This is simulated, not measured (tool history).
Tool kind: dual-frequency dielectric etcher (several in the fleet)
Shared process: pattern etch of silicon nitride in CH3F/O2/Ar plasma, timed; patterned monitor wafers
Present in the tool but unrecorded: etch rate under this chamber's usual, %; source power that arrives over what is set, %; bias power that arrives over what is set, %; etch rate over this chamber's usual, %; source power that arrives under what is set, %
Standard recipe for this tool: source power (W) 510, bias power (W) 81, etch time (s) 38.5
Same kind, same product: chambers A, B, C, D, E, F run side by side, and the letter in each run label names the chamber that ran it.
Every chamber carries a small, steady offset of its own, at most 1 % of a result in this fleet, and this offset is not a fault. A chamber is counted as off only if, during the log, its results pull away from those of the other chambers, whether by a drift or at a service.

run   hour  source power (W)  bias power (W)  etch time (s)  hours since the last wet clean  hours since the last source power generator calibration  hours since the last bias power generator calibration  read-back reference wafer on the same gauge, depth_nm  mean etch depth across the wafer (angstrom)
       5.5  -- chamber A: wet clean of the chamber
 1C    7.1               510              81           38.5                           172.3                                                   2863.8                                                 3903.4                                                 31.091                                       307.33
 2E   14.8               510              81           38.5                            34.7                                                   3840.1                                                 2474.3                                                 31.073                                       308.50
 3D   24.2               510              81           38.5                           303.7                                                   1027.6                                                  300.2                                                 31.102                                       310.23
 4F   34.8               510              81           38.5                           182.9                                                   1572.7                                                   98.3                                                 31.114                                       307.76
 5B   40.2               510              81           38.5                           192.0                                                   2302.7                                                 2410.9                                                 31.079                                       305.91
      44.7  -- chamber A: bias power generator calibrated
 6A   48.4               510              81           38.5                            42.9                                                   3684.7                                                    3.7                                                 31.100                                       308.49
      50.0  -- chamber C: source power generator calibrated
 7C   56.7               510              81           38.5                           221.9                                                      6.7                                                 3953.0                                                 31.108                                       307.23
 8F   62.9               510              81           38.5                           211.0                                                   1600.8                                                  126.4                                                 31.113                                       310.89
      66.2  -- chamber E: source power generator calibrated
 9E   70.8               510              81           38.5                            90.7                                                      4.6                                                 2530.3                                                 31.064                                       306.69
10B   80.0               510              81           38.5                           231.8                                                   2342.5                                                 2450.7                                                 31.102                                       306.67
11A   86.2               510              81           38.5                            80.7                                                   3722.5                                                   41.5                                                 31.099                                       306.37
12D   95.0               510              81           38.5                           374.5                                                   1098.4                                                  371.0                                                 31.131                                       311.01
13F  102.9               510              81           38.5                           251.0                                                   1640.8                                                  166.4                                                 31.053                                       309.36
14D  111.8               510              81           38.5                           391.3                                                   1115.2                                                  387.8                                                 31.107                                       309.35
15B  122.1               510              81           38.5                           273.9                                                   2384.6                                                 2492.8                                                 31.079                                       306.75
16E  132.7               510              81           38.5                           152.6                                                     66.5                                                 2592.2                                                 31.101                                       309.82
17A  141.5               510              81           38.5                           136.0                                                   3777.8                                                   96.8                                                 31.100                                       307.38
18C  150.4               510              81           38.5                           315.6                                                    100.4                                                 4046.7                                                 31.088                                       309.25
19B  158.8               510              81           38.5                           310.6                                                   2421.3                                                 2529.5                                                 31.106                                       304.37
20D  166.1               510              81           38.5                           445.6                                                   1169.5                                                  442.1                                                 31.122                                       309.77
21C  171.5               510              81           38.5                           336.7                                                    121.5                                                 4067.8                                                 31.098                                       308.42
22F  180.7               510              81           38.5                           328.8                                                   1718.6                                                  244.2                                                 31.081                                       308.48
23E  189.4               510              81           38.5                           209.3                                                    123.2                                                 2648.9                                                 31.111                                       309.71
24A  198.2               510              81           38.5                           192.7                                                   3834.5                                                  153.5                                                 31.085                                       307.59
25F  203.0               510              81           38.5                           351.1                                                   1740.9                                                  266.5                                                 31.083                                       310.53
26E  213.8               510              81           38.5                           233.7                                                    147.6                                                 2673.3                                                 31.105                                       309.02
27D  224.5               510              81           38.5                           504.0                                                   1227.9                                                  500.5                                                 31.096                                       310.46
28A  234.2               510              81           38.5                           228.7                                                   3870.5                                                  189.5                                                 31.097                                       306.03
29B  239.9               430              81           38.5                           391.7                                                   2502.4                                                 2610.6                                                 31.082                                       287.10
30C  245.3               430              81           38.5                           410.5                                                    195.3                                                 4141.6                                                 31.115                                       289.23
31F  254.3               430              81           38.5                           402.4                                                   1792.2                                                  317.8                                                 31.085                                       291.05
32B  260.6               430              81           38.5                           412.4                                                   2523.1                                                 2631.3                                                 31.097                                       285.81
33A  265.7               430              81           38.5                           260.2                                                   3902.0                                                  221.0                                                 31.105                                       289.56
34E  276.4               430              81           38.5                           296.3                                                    210.2                                                 2735.9                                                 31.129                                       288.20
35D  281.5               510              81           38.5                           561.0                                                   1284.9                                                  557.5                                                 31.142                                       310.59
36C  291.1               510              81           38.5                           456.3                                                    241.1                                                 4187.4                                                 31.094                                       308.01

Which is it: a chamber that has drifted or been left off by a service, a gauge drift common to all chambers, or only each chamber's usual small offset? If a chamber is off, name it and its likeliest cause.

The fleet is healthy, with each chamber sitting at its usual small offset and no drift in the gauge.
